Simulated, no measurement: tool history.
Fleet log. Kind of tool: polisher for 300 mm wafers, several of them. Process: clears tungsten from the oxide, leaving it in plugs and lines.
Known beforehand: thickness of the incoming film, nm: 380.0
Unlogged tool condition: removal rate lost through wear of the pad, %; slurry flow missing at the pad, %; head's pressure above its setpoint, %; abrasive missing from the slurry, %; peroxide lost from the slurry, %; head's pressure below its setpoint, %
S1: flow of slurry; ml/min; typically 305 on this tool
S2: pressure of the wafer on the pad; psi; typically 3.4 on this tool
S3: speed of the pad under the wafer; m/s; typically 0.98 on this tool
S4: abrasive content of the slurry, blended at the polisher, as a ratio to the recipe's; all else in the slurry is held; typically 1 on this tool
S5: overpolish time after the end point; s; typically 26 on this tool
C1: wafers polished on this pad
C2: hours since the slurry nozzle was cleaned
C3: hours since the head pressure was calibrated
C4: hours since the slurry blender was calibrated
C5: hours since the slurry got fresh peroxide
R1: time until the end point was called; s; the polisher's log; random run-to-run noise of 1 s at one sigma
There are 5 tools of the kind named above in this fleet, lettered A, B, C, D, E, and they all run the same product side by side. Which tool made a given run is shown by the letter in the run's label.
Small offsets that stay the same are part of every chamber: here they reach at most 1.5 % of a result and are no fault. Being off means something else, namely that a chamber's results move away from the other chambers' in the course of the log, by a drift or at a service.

run,hour,S1,S2,S3,S4,S5,C1,C2,C3,C4,C5,R1
# hour 3.5: chamber E: slurry tank refilled with fresh slurry and peroxide
# hour 9.7: chamber B: worn pad replaced by a new one
1E,11.1,305,3.4,0.98,1,26,276,733.6,1414.2,254.4,7.6,83.309
# hour 16.6: chamber B: slurry tank refilled with fresh slurry and peroxide
2A,18.9,305,3.4,0.98,1,26,569,272.3,44.1,21.2,56.7,84.572
3B,27,305,3.4,0.98,1,26,142,553.8,274.7,271.7,10.4,83.039
# hour 35.5: chamber A: worn pad replaced by a new one
# hour 36.4: chamber D: worn pad replaced by a new one
4C,37.2,305,3.4,0.98,1,26,359,169.9,95.5,74.6,105.7,81.298
# hour 37.7: chamber E: slurry blender recalibrated
# hour 38.6: chamber A: slurry tank refilled with fresh slurry and peroxide
# hour 43.2: chamber C: slurry tank refilled with fresh slurry and peroxide
# hour 44.2: chamber E: slurry nozzle cleaned
5D,47.3,305,3.4,0.98,0.75,26,90,470.5,107.9,139.2,119.1,86.56
# hour 49.5: chamber A: slurry nozzle cleaned
# hour 54.8: chamber B: slurry blender recalibrated
# hour 56.2: chamber E: slurry tank refilled with fresh slurry and peroxide
6D,58.7,305,3.4,0.98,0.75,26,184,481.9,119.3,150.6,130.5,88.709
# hour 66.7: chamber C: slurry blender recalibrated
7C,68.2,305,3.4,0.98,0.75,26,615,200.9,126.5,1.5,25,88.18
8B,74.5,305,3.4,0.98,0.75,26,535,601.3,322.2,19.7,57.9,87.984
9E,80.6,305,3.4,0.98,0.75,26,850,36.4,1483.7,42.9,24.5,89.324
# hour 80.9: chamber B: slurry tank refilled with fresh slurry and peroxide
10A,87.1,305,3.4,0.98,1,26,426,37.6,112.3,89.4,48.5,84.353
# hour 88.9: chamber E: worn pad replaced by a new one
# hour 90.8: chamber D: slurry tank refilled with fresh slurry and peroxide
11C,94.2,305,3.4,0.98,1,26,830,226.9,152.5,27.5,51,83.615
12A,101.3,305,3.4,0.98,1,26,543,51.8,126.5,103.6,62.7,83.126
# hour 102.9: chamber D: slurry nozzle cleaned
# hour 105.1: chamber C: worn pad replaced by a new one
13B,110.3,305,3.4,0.98,1,26,830,637.1,358,55.5,29.4,83.214
# hour 111: chamber B: slurry nozzle cleaned
# hour 113.6: chamber E: slurry tank refilled with fresh slurry and peroxide
# hour 114.3: chamber A: slurry tank refilled with fresh slurry and peroxide
14E,116.2,305,3.4,0.98,1,26,225,72,1519.3,78.5,2.6,83.242
# hour 121.6: chamber A: worn pad replaced by a new one
# hour 125.1: chamber A: slurry blender recalibrated
15D,126.6,305,3.4,0.98,1,26,745,23.7,187.2,218.5,35.9,84.804
16E,135.8,305,3.4,0.98,1,26,387,91.6,1538.9,98.1,22.2,82.914
# hour 141.4: chamber E: head pressure recalibrated
17D,146,305,3.4,0.98,1,26,905,43.1,206.6,237.9,55.3,83.834
# hour 149: chamber B: slurry tank refilled with fresh slurry and peroxide
# hour 152.4: chamber B: worn pad replaced by a new one
18A,157.3,305,3.4,0.98,1,26,294,107.8,182.5,32.3,43,81.636
# hour 158: chamber E: slurry tank refilled with fresh slurry and peroxide
19B,168.1,305,3.4,0.98,1,26,130,57.2,415.8,113.3,19.1,82.758
# hour 170.9: chamber C: slurry tank refilled with fresh slurry and peroxide
20C,174.8,305,3.8,0.98,1,14,576,307.5,233.1,108.1,3.9,72.304
# hour 175.1: chamber C: slurry blender recalibrated
21E,183.3,305,3.8,0.98,1,14,779,139.1,41.9,145.6,25.3,84.947
# hour 184.9: chamber B: head pressure recalibrated
# hour 186: chamber D: worn pad replaced by a new one
# hour 187: chamber A: slurry tank refilled with fresh slurry and peroxide
22D,190.6,305,3.8,0.98,1,14,38,87.7,251.2,282.5,99.9,73.677
# hour 191: chamber E: worn pad replaced by a new one
23C,199.8,305,3.8,0.98,1,14,782,332.5,258.1,24.7,28.9,73.636
# hour 204.4: chamber E: slurry tank refilled with fresh slurry and peroxide
24B,206.9,305,3.8,0.98,1,14,450,96,22.1,152.1,57.9,73.426
# hour 212.3: chamber B: slurry tank refilled with fresh slurry and peroxide
25A,212.3,305,3.4,0.98,1,26,748,162.8,237.5,87.3,25.4,83.017
# hour 221.2: chamber A: worn pad replaced by a new one
# hour 221.3: chamber D: slurry tank refilled with fresh slurry and peroxide
26B,222.2,305,3.4,0.98,1,26,576,111.3,37.4,167.4,9.9,83.573
# hour 222.9: chamber C: worn pad replaced by a new one
27C,229.7,305,3.4,0.98,1,26,56,362.4,288,54.6,58.8,81.481
# hour 231.9: chamber A: slurry blender recalibrated
28D,237.6,305,3.4,0.98,1,26,426,134.7,298.2,329.5,16.4,82.114
29E,243.5,305,3.4,0.98,1,26,434,199.3,102.1,205.8,39.1,93.728
30A,251.5,305,3.4,1.2,1,21,250,202,276.7,19.6,64.6,67.112

Is one chamber off against the others, does the gauge drift, or is nothing wrong? If a chamber is off, say which, and what the likeliest cause is.

After it was serviced, chamber E no longer matches the other chambers.
Cause: head's pressure below its setpoint, % = 11.5.

Which of the 4 candidates below, each the usual settings with something changed and its results left as question marks, puts chamber E back in line with what the other chambers give on the usual settings?
In-line tolerance around the mean of the other chambers on the usual settings: R1 3.6 s
31E-1,259.9,305,3.2,0.92,1,26,,,,,,?
31E-2,259.9,305,3.6,0.98,1,26,,,,,,?
31E-3,259.9,305,3.2,0.98,1,26,,,,,,?
31E-4,259.9,305,3.6,1.04,1,26,,,,,,?

Average result of the remaining chambers running the usual settings: R1 82.721 s
run,R1
31E-1,106.34
31E-2,88.632
31E-3,99.811
31E-4,83.505
31E-4 is the one that brings the chamber's results back in line with the other chambers.

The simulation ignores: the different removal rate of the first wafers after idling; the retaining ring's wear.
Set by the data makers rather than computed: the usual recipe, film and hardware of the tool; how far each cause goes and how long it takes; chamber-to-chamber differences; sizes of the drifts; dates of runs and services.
